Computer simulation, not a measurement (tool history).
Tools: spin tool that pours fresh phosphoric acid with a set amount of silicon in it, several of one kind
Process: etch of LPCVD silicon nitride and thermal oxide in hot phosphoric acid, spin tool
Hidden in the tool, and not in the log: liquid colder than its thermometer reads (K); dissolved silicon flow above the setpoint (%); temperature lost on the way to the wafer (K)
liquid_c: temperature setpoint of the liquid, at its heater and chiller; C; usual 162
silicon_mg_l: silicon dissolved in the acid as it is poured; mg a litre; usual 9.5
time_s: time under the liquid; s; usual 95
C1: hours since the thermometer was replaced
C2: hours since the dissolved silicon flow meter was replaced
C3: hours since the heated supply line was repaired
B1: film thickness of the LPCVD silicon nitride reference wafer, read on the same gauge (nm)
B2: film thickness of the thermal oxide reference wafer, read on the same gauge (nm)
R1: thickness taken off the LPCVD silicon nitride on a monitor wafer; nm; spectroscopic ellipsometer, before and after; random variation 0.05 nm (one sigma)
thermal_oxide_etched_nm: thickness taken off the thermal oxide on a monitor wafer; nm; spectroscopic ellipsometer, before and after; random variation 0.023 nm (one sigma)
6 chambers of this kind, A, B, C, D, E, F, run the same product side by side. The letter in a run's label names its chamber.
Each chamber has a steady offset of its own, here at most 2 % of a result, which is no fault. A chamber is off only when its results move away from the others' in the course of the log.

Run 1F, hour 3.1: usual settings; C1 1811.0; C2 1754.9; C3 1494.0; B1 60.022; B2 70.016. Result: R1 9.1678 nm, thermal_oxide_etched_nm 0.22083 nm.
Run 2D, hour 8.8: usual settings; C1 241.7; C2 746.7; C3 288.1; B1 60.013; B2 70.003. Result: R1 9.0423 nm, thermal_oxide_etched_nm 0.24669 nm.
Run 3C, hour 14.2: usual settings; C1 1986.1; C2 15.7; C3 2862.1; B1 60.033; B2 69.990. Result: R1 9.1458 nm, thermal_oxide_etched_nm 0.27635 nm.
Run 4E, hour 17.8: usual settings; C1 431.4; C2 519.2; C3 415.0; B1 60.001; B2 69.992. Result: R1 9.2024 nm, thermal_oxide_etched_nm 0.25719 nm.
Run 5A, hour 23.0: usual settings; C1 1060.8; C2 1828.3; C3 485.9; B1 59.989; B2 69.953. Result: R1 9.1927 nm, thermal_oxide_etched_nm 0.24701 nm.
Run 6B, hour 26.0: usual settings; C1 533.0; C2 1424.8; C3 647.5; B1 59.994; B2 69.952. Result: R1 9.4037 nm, thermal_oxide_etched_nm 0.27026 nm.
Run 7C, hour 31.9: usual settings; C1 2003.8; C2 33.4; C3 2879.8; B1 60.010; B2 69.989. Result: R1 9.2007 nm, thermal_oxide_etched_nm 0.23592 nm.
Run 8E, hour 36.1: usual settings; C1 449.7; C2 537.5; C3 433.3; B1 59.985; B2 69.994. Result: R1 9.2310 nm, thermal_oxide_etched_nm 0.25677 nm.
Run 9D, hour 42.8: usual settings but silicon_mg_l 7.0 mg a litre, time_s 55 s; C1 275.7; C2 780.7; C3 322.1; B1 60.019; B2 69.999. Result: R1 5.2212 nm, thermal_oxide_etched_nm 0.15161 nm.
Run 10F, hour 47.7: usual settings but silicon_mg_l 7.0 mg a litre, time_s 55 s; C1 1855.6; C2 1799.5; C3 1538.6; B1 59.973; B2 69.950. Result: R1 5.3487 nm, thermal_oxide_etched_nm 0.14233 nm.
Run 11A, hour 53.4: usual settings but silicon_mg_l 7.0 mg a litre, time_s 55 s; C1 1091.2; C2 1858.7; C3 516.3; B1 60.008; B2 70.056. Result: R1 5.2822 nm, thermal_oxide_etched_nm 0.14939 nm.
Run 12B, hour 59.6: usual settings but silicon_mg_l 7.0 mg a litre, time_s 55 s; C1 566.6; C2 1458.4; C3 681.1; B1 60.006; B2 70.003. Result: R1 5.4278 nm, thermal_oxide_etched_nm 0.15336 nm.
Run 13F, hour 64.3: usual settings but silicon_mg_l 7.0 mg a litre, time_s 55 s; C1 1872.2; C2 1816.1; C3 1555.2; B1 59.984; B2 70.016. Result: R1 5.2992 nm, thermal_oxide_etched_nm 0.13538 nm.
At hour 66.6: chamber A: dissolved silicon flow meter replaced.
Run 14D, hour 69.2: usual settings but silicon_mg_l 7.0 mg a litre, time_s 55 s; C1 302.1; C2 807.1; C3 348.5; B1 59.970; B2 70.007. Result: R1 5.2522 nm, thermal_oxide_etched_nm 0.13949 nm.
Run 15A, hour 75.6: usual settings; C1 1113.4; C2 9.1; C3 538.5; B1 60.033; B2 69.997. Result: R1 9.1507 nm, thermal_oxide_etched_nm 0.26276 nm.
Run 16C, hour 81.1: usual settings; C1 2053.0; C2 82.6; C3 2929.0; B1 60.012; B2 69.997. Result: R1 9.1511 nm, thermal_oxide_etched_nm 0.29905 nm.
Run 17E, hour 84.7: usual settings; C1 498.3; C2 586.1; C3 481.9; B1 60.019; B2 70.000. Result: R1 9.2356 nm, thermal_oxide_etched_nm 0.21565 nm.
At hour 88.1: chamber F: thermometer replaced.
Run 18B, hour 88.2: usual settings; C1 595.2; C2 1487.0; C3 709.7; B1 59.975; B2 69.999. Result: R1 9.4191 nm, thermal_oxide_etched_nm 0.28565 nm.
At hour 89.2: chamber F: heated supply line repaired.
Run 19C, hour 91.5: usual settings; C1 2063.4; C2 93.0; C3 2939.4; B1 60.011; B2 69.984. Result: R1 9.1716 nm, thermal_oxide_etched_nm 0.25749 nm.
Run 20A, hour 95.6: usual settings but silicon_mg_l 6.0 mg a litre, time_s 80 s; C1 1133.4; C2 29.1; C3 558.5; B1 60.002; B2 69.995. Result: R1 7.6718 nm, thermal_oxide_etched_nm 0.24777 nm.
Run 21F, hour 101.5: usual settings but silicon_mg_l 6.0 mg a litre, time_s 80 s; C1 13.5; C2 1853.3; C3 12.4; B1 59.970; B2 70.041. Result: R1 7.7156 nm, thermal_oxide_etched_nm 0.17784 nm.
Run 22E, hour 106.3: usual settings but silicon_mg_l 6.0 mg a litre, time_s 80 s; C1 519.9; C2 607.7; C3 503.5; B1 60.002; B2 69.985. Result: R1 7.7750 nm, thermal_oxide_etched_nm 0.22052 nm.
Run 23B, hour 111.2: usual settings but silicon_mg_l 6.0 mg a litre, time_s 80 s; C1 618.2; C2 1510.0; C3 732.7; B1 59.946; B2 69.991. Result: R1 7.9325 nm, thermal_oxide_etched_nm 0.24383 nm.
Run 24D, hour 115.7: usual settings but silicon_mg_l 6.0 mg a litre, time_s 80 s; C1 348.6; C2 853.6; C3 395.0; B1 60.014; B2 69.988. Result: R1 7.6042 nm, thermal_oxide_etched_nm 0.22414 nm.
Run 25A, hour 119.7: usual settings but silicon_mg_l 6.0 mg a litre, time_s 80 s; C1 1157.5; C2 53.2; C3 582.6; B1 59.967; B2 70.010. Result: R1 7.6263 nm, thermal_oxide_etched_nm 0.23598 nm.
Run 26D, hour 126.2: usual settings but silicon_mg_l 4.0 mg a litre, time_s 70 s; C1 359.1; C2 864.1; C3 405.5; B1 59.971; B2 69.973. Result: R1 6.6762 nm, thermal_oxide_etched_nm 0.23097 nm.
Run 27E, hour 131.9: usual settings but silicon_mg_l 4.0 mg a litre, time_s 70 s; C1 545.5; C2 633.3; C3 529.1; B1 59.979; B2 70.000. Result: R1 6.7961 nm, thermal_oxide_etched_nm 0.21441 nm.
Run 28B, hour 134.8: usual settings but silicon_mg_l 4.0 mg a litre, time_s 70 s; C1 641.8; C2 1533.6; C3 756.3; B1 59.965; B2 69.981. Result: R1 6.9241 nm, thermal_oxide_etched_nm 0.19658 nm.
Run 29C, hour 141.5: usual settings but silicon_mg_l 4.0 mg a litre, time_s 70 s; C1 2113.4; C2 143.0; C3 2989.4; B1 60.016; B2 70.012. Result: R1 6.7608 nm, thermal_oxide_etched_nm 0.21497 nm.
Run 30F, hour 145.1: usual settings but silicon_mg_l 4.0 mg a litre, time_s 70 s; C1 57.1; C2 1896.9; C3 56.0; B1 59.992; B2 69.984. Result: R1 6.8069 nm, thermal_oxide_etched_nm 0.23211 nm.
Run 31C, hour 150.7: usual settings but silicon_mg_l 4.0 mg a litre, time_s 70 s; C1 2122.6; C2 152.2; C3 2998.6; B1 60.009; B2 70.025. Result: R1 6.7421 nm, thermal_oxide_etched_nm 0.19694 nm.
Run 32E, hour 155.6: usual settings; C1 569.2; C2 657.0; C3 552.8; B1 60.014; B2 70.005. Result: R1 9.2545 nm, thermal_oxide_etched_nm 0.22975 nm.
Run 33B, hour 159.9: usual settings; C1 666.9; C2 1558.7; C3 781.4; B1 59.994; B2 69.982. Result: R1 9.3237 nm, thermal_oxide_etched_nm 0.24431 nm.
Run 34A, hour 166.0: usual settings; C1 1203.8; C2 99.5; C3 628.9; B1 59.972; B2 70.002. Result: R1 9.1136 nm, thermal_oxide_etched_nm 0.21527 nm.
Run 35F, hour 172.2: usual settings; C1 84.2; C2 1924.0; C3 83.1; B1 60.020; B2 70.013. Result: R1 9.1870 nm, thermal_oxide_etched_nm 0.20731 nm.
Run 36D, hour 175.4: usual settings but silicon_mg_l 14.0 mg a litre, time_s 75 s; C1 408.3; C2 913.3; C3 454.7; B1 59.978; B2 70.048. Result: R1 7.1646 nm, thermal_oxide_etched_nm 0.17673 nm.

Is one chamber off against the others, does the gauge drift, or is nothing wrong? If a chamber is off, say which, and what the likeliest cause is.

No chamber stands off beyond its own small offset, and the gauge holds steady.
